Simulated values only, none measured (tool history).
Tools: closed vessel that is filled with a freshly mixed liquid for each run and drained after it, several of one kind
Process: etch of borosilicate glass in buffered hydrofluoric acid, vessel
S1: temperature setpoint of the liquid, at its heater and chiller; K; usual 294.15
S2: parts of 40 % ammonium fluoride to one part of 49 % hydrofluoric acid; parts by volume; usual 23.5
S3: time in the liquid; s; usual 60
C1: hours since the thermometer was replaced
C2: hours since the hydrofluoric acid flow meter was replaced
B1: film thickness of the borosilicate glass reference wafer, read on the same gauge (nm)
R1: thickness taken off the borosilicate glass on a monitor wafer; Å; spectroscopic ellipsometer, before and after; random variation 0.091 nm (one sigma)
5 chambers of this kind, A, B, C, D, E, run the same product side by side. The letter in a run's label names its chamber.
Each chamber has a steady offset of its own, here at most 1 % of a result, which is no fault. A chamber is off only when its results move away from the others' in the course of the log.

Run 1A, hour 3.4: usual settings; C1 521.3; C2 522.5; B1 39.984. Result: R1 284.16 Å.
Run 2E, hour 7.0: usual settings; C1 991.6; C2 406.4; B1 40.050. Result: R1 287.85 Å.
Run 3C, hour 9.6: usual settings; C1 1287.0; C2 462.9; B1 40.035. Result: R1 288.24 Å.
Run 4D, hour 12.2: usual settings; C1 522.5; C2 253.6; B1 39.988. Result: R1 285.67 Å.
Run 5B, hour 15.7: usual settings; C1 1688.7; C2 389.3; B1 40.052. Result: R1 284.60 Å.
Run 6C, hour 18.8: usual settings; C1 1296.2; C2 472.1; B1 39.973. Result: R1 288.71 Å.
Run 7A, hour 21.0: usual settings but S1 290.65 K; C1 538.9; C2 540.1; B1 39.998. Result: R1 235.10 Å.
Run 8B, hour 25.8: usual settings but S1 290.65 K; C1 1698.8; C2 399.4; B1 40.040. Result: R1 233.51 Å.
Run 9E, hour 28.2: usual settings but S1 290.65 K; C1 1012.8; C2 427.6; B1 39.922. Result: R1 237.90 Å.
Run 10D, hour 31.6: usual settings but S1 290.65 K; C1 541.9; C2 273.0; B1 39.992. Result: R1 233.27 Å.
Run 11B, hour 36.6: usual settings but S1 290.65 K; C1 1709.6; C2 410.2; B1 40.004. Result: R1 234.40 Å.
Run 12E, hour 40.3: usual settings but S1 296.65 K; C1 1024.9; C2 439.7; B1 40.004. Result: R1 330.48 Å.
Run 13C, hour 44.2: usual settings but S1 296.65 K; C1 1321.6; C2 497.5; B1 40.035. Result: R1 330.07 Å.
Run 14D, hour 47.9: usual settings but S1 296.65 K; C1 558.2; C2 289.3; B1 39.959. Result: R1 326.59 Å.
Run 15A, hour 50.8: usual settings but S1 296.65 K; C1 568.7; C2 569.9; B1 40.069. Result: R1 325.52 Å.
Run 16A, hour 54.5: usual settings but S1 296.65 K; C1 572.4; C2 573.6; B1 39.993. Result: R1 326.35 Å.
Run 17C, hour 57.7: usual settings; C1 1335.1; C2 511.0; B1 40.014. Result: R1 288.22 Å.
Run 18B, hour 60.1: usual settings; C1 1733.1; C2 433.7; B1 40.001. Result: R1 282.06 Å.
Run 19D, hour 65.0: usual settings; C1 575.3; C2 306.4; B1 39.991. Result: R1 283.08 Å.
Run 20E, hour 70.0: usual settings; C1 1054.6; C2 469.4; B1 39.999. Result: R1 286.70 Å.
At hour 70.1: chamber B: hydrofluoric acid flow meter replaced.
Run 21A, hour 74.0: usual settings; C1 591.9; C2 593.1; B1 40.020. Result: R1 284.07 Å.
Run 22B, hour 76.3: usual settings but S1 291.15 K, S3 90 s; C1 1749.3; C2 6.2; B1 40.006. Result: R1 356.17 Å.
At hour 76.8: chamber C: thermometer replaced.
Run 23C, hour 80.2: usual settings but S1 291.15 K, S3 90 s; C1 3.5; C2 533.5; B1 40.053. Result: R1 364.29 Å.
Run 24D, hour 84.0: usual settings but S1 291.15 K, S3 90 s; C1 594.3; C2 325.4; B1 39.989. Result: R1 360.66 Å.
Run 25E, hour 86.7: usual settings but S1 291.15 K, S3 90 s; C1 1071.3; C2 486.1; B1 40.011. Result: R1 364.82 Å.
Run 26C, hour 91.2: usual settings but S1 291.15 K, S3 90 s; C1 14.5; C2 544.5; B1 39.978. Result: R1 366.99 Å.
Run 27B, hour 93.4: usual settings; C1 1766.4; C2 23.3; B1 39.939. Result: R1 280.07 Å.
Run 28D, hour 96.5: usual settings but S1 292.15 K, S3 30 s; C1 606.8; C2 337.9; B1 40.003. Result: R1 127.54 Å.
Run 29A, hour 98.9: usual settings but S1 292.15 K, S3 30 s; C1 616.8; C2 618.0; B1 39.933. Result: R1 127.06 Å.
Run 30E, hour 102.3: usual settings but S1 292.15 K, S3 30 s; C1 1086.9; C2 501.7; B1 40.005. Result: R1 128.69 Å.
Run 31C, hour 104.8: usual settings but S1 292.15 K, S3 30 s; C1 28.1; C2 558.1; B1 40.009. Result: R1 128.98 Å.
Run 32D, hour 108.5: usual settings but S1 292.15 K, S3 30 s; C1 618.8; C2 349.9; B1 40.031. Result: R1 127.21 Å.
Run 33B, hour 112.7: usual settings; C1 1785.7; C2 42.6; B1 39.979. Result: R1 277.48 Å.
Run 34E, hour 117.4: usual settings; C1 1102.0; C2 516.8; B1 40.023. Result: R1 286.48 Å.
Run 35A, hour 120.1: usual settings; C1 638.0; C2 639.2; B1 39.986. Result: R1 285.86 Å.
Run 36B, hour 124.1: usual settings; C1 1797.1; C2 54.0; B1 40.040. Result: R1 277.92 Å.
Run 37A, hour 127.0: usual settings; C1 644.9; C2 646.1; B1 40.007. Result: R1 285.71 Å.

Next, every chamber runs the same settings. What will each give?
Run 38A, hour 130.6: usual settings. Result: R1 ?.
Run 38B, hour 130.6: usual settings. Result: R1 ?.
Run 38C, hour 130.6: usual settings. Result: R1 ?.
Run 38D, hour 130.6: usual settings. Result: R1 ?.
Run 38E, hour 130.6: usual settings. Result: R1 ?.

run      R1
38A  285.80
38B  275.82
38C  288.18
38D  285.26
38E  287.48

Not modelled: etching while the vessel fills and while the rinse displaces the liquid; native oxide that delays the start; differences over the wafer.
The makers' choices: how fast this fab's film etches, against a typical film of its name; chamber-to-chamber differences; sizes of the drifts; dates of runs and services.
